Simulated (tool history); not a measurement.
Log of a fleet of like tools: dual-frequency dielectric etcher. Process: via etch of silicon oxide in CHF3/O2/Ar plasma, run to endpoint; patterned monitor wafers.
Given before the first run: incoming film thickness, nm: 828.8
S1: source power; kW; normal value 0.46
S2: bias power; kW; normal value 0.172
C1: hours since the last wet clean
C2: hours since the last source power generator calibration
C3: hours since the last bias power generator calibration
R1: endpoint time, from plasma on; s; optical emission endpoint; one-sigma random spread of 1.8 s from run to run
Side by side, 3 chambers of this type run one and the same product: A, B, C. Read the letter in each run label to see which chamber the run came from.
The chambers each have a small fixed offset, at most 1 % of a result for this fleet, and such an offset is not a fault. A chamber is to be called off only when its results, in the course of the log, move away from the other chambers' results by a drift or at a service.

Run 1A, hour 5.7: usual settings; C1 122.1; C2 807.1; C3 2262.2. Result: R1 465.28 s.
Run 2B, hour 10.6: usual settings; C1 367.6; C2 808; C3 3800.6. Result: R1 468.22 s.
Run 3C, hour 20.3: usual settings; C1 157.3; C2 709.8; C3 1034.6. Result: R1 469.99 s.
Run 4B, hour 30.2: usual settings; C1 387.2; C2 827.6; C3 3820.2. Result: R1 470.27 s.
Run 5C, hour 38.2: usual settings; C1 175.2; C2 727.7; C3 1052.5. Result: R1 473.89 s.
Run 6A, hour 46.1: usual settings; C1 162.5; C2 847.5; C3 2302.6. Result: R1 467.4 s.
Run 7B, hour 51.4: usual settings but S1 0.52 kW, S2 0.191 kW; C1 408.4; C2 848.8; C3 3841.4. Result: R1 431.78 s.
Run 8C, hour 60.5: usual settings but S1 0.52 kW, S2 0.191 kW; C1 197.5; C2 750; C3 1074.8. Result: R1 435.32 s.
At hour 64.9: chamber B: wet clean of the chamber.
Run 9A, hour 67.7: usual settings but S1 0.52 kW, S2 0.191 kW; C1 184.1; C2 869.1; C3 2324.2. Result: R1 430.6 s.
Run 10A, hour 77.6: usual settings; C1 194; C2 879; C3 2334.1. Result: R1 466.29 s.
Run 11C, hour 87.4: usual settings; C1 224.4; C2 776.9; C3 1101.7. Result: R1 472.29 s.
Run 12B, hour 97.2: usual settings; C1 32.4; C2 894.6; C3 3887.2. Result: R1 471.47 s.
Run 13C, hour 102.8: usual settings; C1 239.8; C2 792.3; C3 1117.1. Result: R1 471.41 s.
Run 14B, hour 111.8: usual settings; C1 47; C2 909.2; C3 3901.8. Result: R1 469.15 s.
Run 15A, hour 121.3: usual settings; C1 237.7; C2 922.7; C3 2377.8. Result: R1 467.08 s.
Run 16A, hour 129.7: usual settings but S1 0.39 kW, S2 0.213 kW; C1 246.1; C2 931.1; C3 2386.2. Result: R1 458.39 s.
Run 17C, hour 134.9: usual settings but S1 0.39 kW, S2 0.213 kW; C1 271.9; C2 824.4; C3 1149.2. Result: R1 464.99 s.
Run 18B, hour 142.3: usual settings but S1 0.39 kW, S2 0.213 kW; C1 77.5; C2 939.7; C3 3932.3. Result: R1 465.85 s.
Run 19B, hour 150.1: usual settings but S2 0.204 kW; C1 85.3; C2 947.5; C3 3940.1. Result: R1 442.39 s.
Run 20C, hour 155.7: usual settings but S2 0.204 kW; C1 292.7; C2 845.2; C3 1170. Result: R1 447.72 s.
Run 21A, hour 164.6: usual settings but S2 0.204 kW; C1 281; C2 966; C3 2421.1. Result: R1 437.18 s.
Run 22C, hour 170.1: usual settings; C1 307.1; C2 859.6; C3 1184.4. Result: R1 472.37 s.
Run 23A, hour 180: usual settings; C1 296.4; C2 981.4; C3 2436.5. Result: R1 461.53 s.
Run 24B, hour 184.9: usual settings; C1 120.1; C2 982.3; C3 3974.9. Result: R1 467.84 s.
Run 25C, hour 190.9: usual settings; C1 327.9; C2 880.4; C3 1205.2. Result: R1 471.92 s.
Run 26B, hour 197.6: usual settings but S2 0.206 kW; C1 132.8; C2 995; C3 3987.6. Result: R1 438.89 s.
Run 27A, hour 202.8: usual settings but S2 0.206 kW; C1 319.2; C2 1004.2; C3 2459.3. Result: R1 434.02 s.
Run 28A, hour 207.7: usual settings but S2 0.206 kW; C1 324.1; C2 1009.1; C3 2464.2. Result: R1 434.8 s.
Run 29C, hour 217.2: usual settings; C1 354.2; C2 906.7; C3 1231.5. Result: R1 474.12 s.
Run 30B, hour 224.2: usual settings; C1 159.4; C2 1021.6; C3 4014.2. Result: R1 468.11 s.
Run 31C, hour 231.8: usual settings; C1 368.8; C2 921.3; C3 1246.1. Result: R1 475.12 s.
At hour 235.3: chamber C: wet clean of the chamber.
Run 32B, hour 238.8: usual settings; C1 174; C2 1036.2; C3 4028.8. Result: R1 469.64 s.
Run 33A, hour 246.4: usual settings; C1 362.8; C2 1047.8; C3 2502.9. Result: R1 459.43 s.
Run 34C, hour 251.9: usual settings but S1 0.52 kW; C1 16.7; C2 941.4; C3 1266.2. Result: R1 450.9 s.
Run 35A, hour 258.9: usual settings but S1 0.52 kW; C1 375.3; C2 1060.3; C3 2515.4. Result: R1 439.64 s.
Run 36B, hour 266.1: usual settings but S1 0.52 kW; C1 201.3; C2 1063.5; C3 4056.1. Result: R1 449.79 s.
Run 37B, hour 270.6: usual settings; C1 205.8; C2 1068; C3 4060.6. Result: R1 469.89 s.
Run 38A, hour 278.8: usual settings; C1 395.2; C2 1080.2; C3 2535.3. Result: R1 459.28 s.
Run 39C, hour 284: usual settings; C1 48.8; C2 973.5; C3 1298.3. Result: R1 472.87 s.
Run 40B, hour 290.2: usual settings; C1 225.4; C2 1087.6; C3 4080.2. Result: R1 467.95 s.

Is one chamber off against the others, does the gauge drift, or is nothing wrong? If a chamber is off, say which, and what the likeliest cause is.

One chamber, A, drifts off from the rest bit by bit.
Likeliest cause: etch rate over this chamber's usual, % = 2.47.

Chamber A could run next with any of the 4 candidate recipes listed below; each alters the usual settings, and their results appear as question marks. Which one brings its results back in line with what the other chambers deliver on the usual settings?
Counts as in line when no further than this from what the other chambers average on the usual settings: R1 6.2 s
Run 41A-1, hour 297.5: usual settings but S1 0.48 kW, S2 0.179 kW. Result: R1 ?.
Run 41A-2, hour 297.5: usual settings but S1 0.51 kW, S2 0.186 kW. Result: R1 ?.
Run 41A-3, hour 297.5: usual settings but S2 0.155 kW. Result: R1 ?.
Run 41A-4, hour 297.5: usual settings but S1 0.39 kW. Result: R1 ?.

Other chambers, usual settings, mean: R1 471.68 s
  run      R1
41A-1  442.84
41A-2  427.09
41A-3  472.18
41A-4  486.14
Change 41A-3 lands the chamber within the allowed miss of the other chambers.
